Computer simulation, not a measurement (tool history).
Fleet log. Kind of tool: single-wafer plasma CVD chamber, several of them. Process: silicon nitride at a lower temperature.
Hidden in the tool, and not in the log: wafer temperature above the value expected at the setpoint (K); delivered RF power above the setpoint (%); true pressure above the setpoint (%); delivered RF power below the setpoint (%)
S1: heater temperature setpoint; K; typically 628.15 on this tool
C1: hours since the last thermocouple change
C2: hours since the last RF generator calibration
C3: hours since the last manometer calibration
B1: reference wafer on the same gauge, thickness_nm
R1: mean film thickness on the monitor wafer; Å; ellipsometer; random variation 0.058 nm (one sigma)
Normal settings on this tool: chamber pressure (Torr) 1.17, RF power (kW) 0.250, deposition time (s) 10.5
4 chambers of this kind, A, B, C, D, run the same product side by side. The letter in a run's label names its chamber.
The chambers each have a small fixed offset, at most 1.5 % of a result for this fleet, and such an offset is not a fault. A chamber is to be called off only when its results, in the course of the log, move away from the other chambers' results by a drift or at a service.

{"run": "1D", "day": 0.146, "S1": 628.15, "chamber pressure (Torr)": 1.17, "RF power (kW)": 0.25, "deposition time (s)": 10.5, "C1": 941.4, "C2": 210.7, "C3": 746.1, "B1": 10.891, "R1": 99.772}
{"run": "2C", "day": 0.271, "S1": 628.15, "chamber pressure (Torr)": 1.17, "RF power (kW)": 0.25, "deposition time (s)": 10.5, "C1": 1450.7, "C2": 1983.4, "C3": 872.7, "B1": 10.903, "R1": 99.528}
{"run": "3A", "day": 0.392, "S1": 628.15, "chamber pressure (Torr)": 1.17, "RF power (kW)": 0.25, "deposition time (s)": 10.5, "C1": 1692.8, "C2": 1586.7, "C3": 2043.9, "B1": 10.904, "R1": 100.18}
{"run": "4B", "day": 0.575, "S1": 628.15, "chamber pressure (Torr)": 1.17, "RF power (kW)": 0.25, "deposition time (s)": 10.5, "C1": 1706.3, "C2": 2144.4, "C3": 1711.2, "B1": 10.898, "R1": 100.21}
{"run": "5A", "day": 0.729, "S1": 628.15, "chamber pressure (Torr)": 1.17, "RF power (kW)": 0.25, "deposition time (s)": 10.5, "C1": 1700.9, "C2": 1594.8, "C3": 2052.0, "B1": 10.902, "R1": 100.78}
{"run": "6B", "day": 0.875, "S1": 628.15, "chamber pressure (Torr)": 1.17, "RF power (kW)": 0.25, "deposition time (s)": 10.5, "C1": 1713.5, "C2": 2151.6, "C3": 1718.4, "B1": 10.898, "R1": 99.932}
{"run": "7D", "day": 1.017, "S1": 628.15, "chamber pressure (Torr)": 1.17, "RF power (kW)": 0.25, "deposition time (s)": 10.5, "C1": 962.3, "C2": 231.6, "C3": 767.0, "B1": 10.89, "R1": 99.188}
{"run": "8C", "day": 1.192, "S1": 628.15, "chamber pressure (Torr)": 1.17, "RF power (kW)": 0.25, "deposition time (s)": 10.5, "C1": 1472.8, "C2": 2005.5, "C3": 894.8, "B1": 10.888, "R1": 99.377}
{"run": "9B", "day": 1.379, "S1": 628.15, "chamber pressure (Torr)": 1.17, "RF power (kW)": 0.25, "deposition time (s)": 10.5, "C1": 1725.6, "C2": 2163.7, "C3": 1730.5, "B1": 10.892, "R1": 98.964}
{"run": "10C", "day": 1.55, "S1": 628.15, "chamber pressure (Torr)": 1.17, "RF power (kW)": 0.25, "deposition time (s)": 10.5, "C1": 1481.4, "C2": 2014.1, "C3": 903.4, "B1": 10.915, "R1": 100.13}
{"run": "11A", "day": 1.642, "S1": 628.15, "chamber pressure (Torr)": 1.17, "RF power (kW)": 0.25, "deposition time (s)": 10.5, "C1": 1722.8, "C2": 1616.7, "C3": 2073.9, "B1": 10.926, "R1": 100.25}
{"run": "12D", "day": 1.788, "S1": 628.15, "chamber pressure (Torr)": 1.17, "RF power (kW)": 0.25, "deposition time (s)": 10.5, "C1": 980.8, "C2": 250.1, "C3": 785.5, "B1": 10.899, "R1": 99.669}
{"run": "13A", "day": 1.967, "S1": 628.15, "chamber pressure (Torr)": 1.17, "RF power (kW)": 0.25, "deposition time (s)": 10.5, "C1": 1730.6, "C2": 1624.5, "C3": 2081.7, "B1": 10.899, "R1": 99.572}
{"run": "14C", "day": 2.15, "S1": 628.15, "chamber pressure (Torr)": 1.17, "RF power (kW)": 0.25, "deposition time (s)": 10.5, "C1": 1495.8, "C2": 2028.5, "C3": 917.8, "B1": 10.898, "R1": 100.08}
{"run": "15B", "day": 2.242, "S1": 628.15, "chamber pressure (Torr)": 1.17, "RF power (kW)": 0.25, "deposition time (s)": 10.5, "C1": 1746.3, "C2": 2184.4, "C3": 1751.2, "B1": 10.907, "R1": 98.732}
{"run": "16D", "day": 2.362, "S1": 628.15, "chamber pressure (Torr)": 1.17, "RF power (kW)": 0.25, "deposition time (s)": 10.5, "C1": 994.6, "C2": 263.9, "C3": 799.3, "B1": 10.92, "R1": 99.437}
{"run": "17D", "day": 2.483, "S1": 628.15, "chamber pressure (Torr)": 1.01, "RF power (kW)": 0.25, "deposition time (s)": 10.5, "C1": 997.5, "C2": 266.8, "C3": 802.2, "B1": 10.893, "R1": 94.725}
{"run": "18A", "day": 2.675, "S1": 628.15, "chamber pressure (Torr)": 1.01, "RF power (kW)": 0.25, "deposition time (s)": 10.5, "C1": 1747.6, "C2": 1641.5, "C3": 2098.7, "B1": 10.901, "R1": 95.952}
{"run": "19B", "day": 2.783, "S1": 628.15, "chamber pressure (Torr)": 1.01, "RF power (kW)": 0.25, "deposition time (s)": 10.5, "C1": 1759.3, "C2": 2197.4, "C3": 1764.2, "B1": 10.9, "R1": 94.95}
{"run": "20C", "day": 2.962, "S1": 628.15, "chamber pressure (Torr)": 1.01, "RF power (kW)": 0.25, "deposition time (s)": 10.5, "C1": 1515.3, "C2": 2048.0, "C3": 937.3, "B1": 10.9, "R1": 94.2}
{"run": "21A", "day": 3.058, "S1": 628.15, "chamber pressure (Torr)": 1.17, "RF power (kW)": 0.25, "deposition time (s)": 10.5, "C1": 1756.8, "C2": 1650.7, "C3": 2107.9, "B1": 10.908, "R1": 100.07}
{"day": 3.138, "done": "chamber C: thermocouple changed; heater temperature recalibrated"}
{"run": "22C", "day": 3.192, "S1": 628.15, "chamber pressure (Torr)": 1.17, "RF power (kW)": 0.25, "deposition time (s)": 10.5, "C1": 1.3, "C2": 2053.5, "C3": 942.8, "B1": 10.896, "R1": 99.002}
{"run": "23B", "day": 3.321, "S1": 628.15, "chamber pressure (Torr)": 1.17, "RF power (kW)": 0.25, "deposition time (s)": 10.5, "C1": 1772.2, "C2": 2210.3, "C3": 1777.1, "B1": 10.914, "R1": 98.669}
{"run": "24D", "day": 3.512, "S1": 628.15, "chamber pressure (Torr)": 1.17, "RF power (kW)": 0.25, "deposition time (s)": 10.5, "C1": 1022.2, "C2": 291.5, "C3": 826.9, "B1": 10.895, "R1": 98.254}

Each of the 4 chambers runs these same settings next. Fill in every chamber's results:
{"run": "25A", "day": 3.646, "S1": 628.15, "chamber pressure (Torr)": 1.17, "RF power (kW)": 0.25, "deposition time (s)": 10.5, "R1": "?"}
{"run": "25B", "day": 3.646, "S1": 628.15, "chamber pressure (Torr)": 1.17, "RF power (kW)": 0.25, "deposition time (s)": 10.5, "R1": "?"}
{"run": "25C", "day": 3.646, "S1": 628.15, "chamber pressure (Torr)": 1.17, "RF power (kW)": 0.25, "deposition time (s)": 10.5, "R1": "?"}
{"run": "25D", "day": 3.646, "S1": 628.15, "chamber pressure (Torr)": 1.17, "RF power (kW)": 0.25, "deposition time (s)": 10.5, "R1": "?"}

run=25A R1=100.290
run=25B R1=99.005
run=25C R1=100.180
run=25D R1=99.855
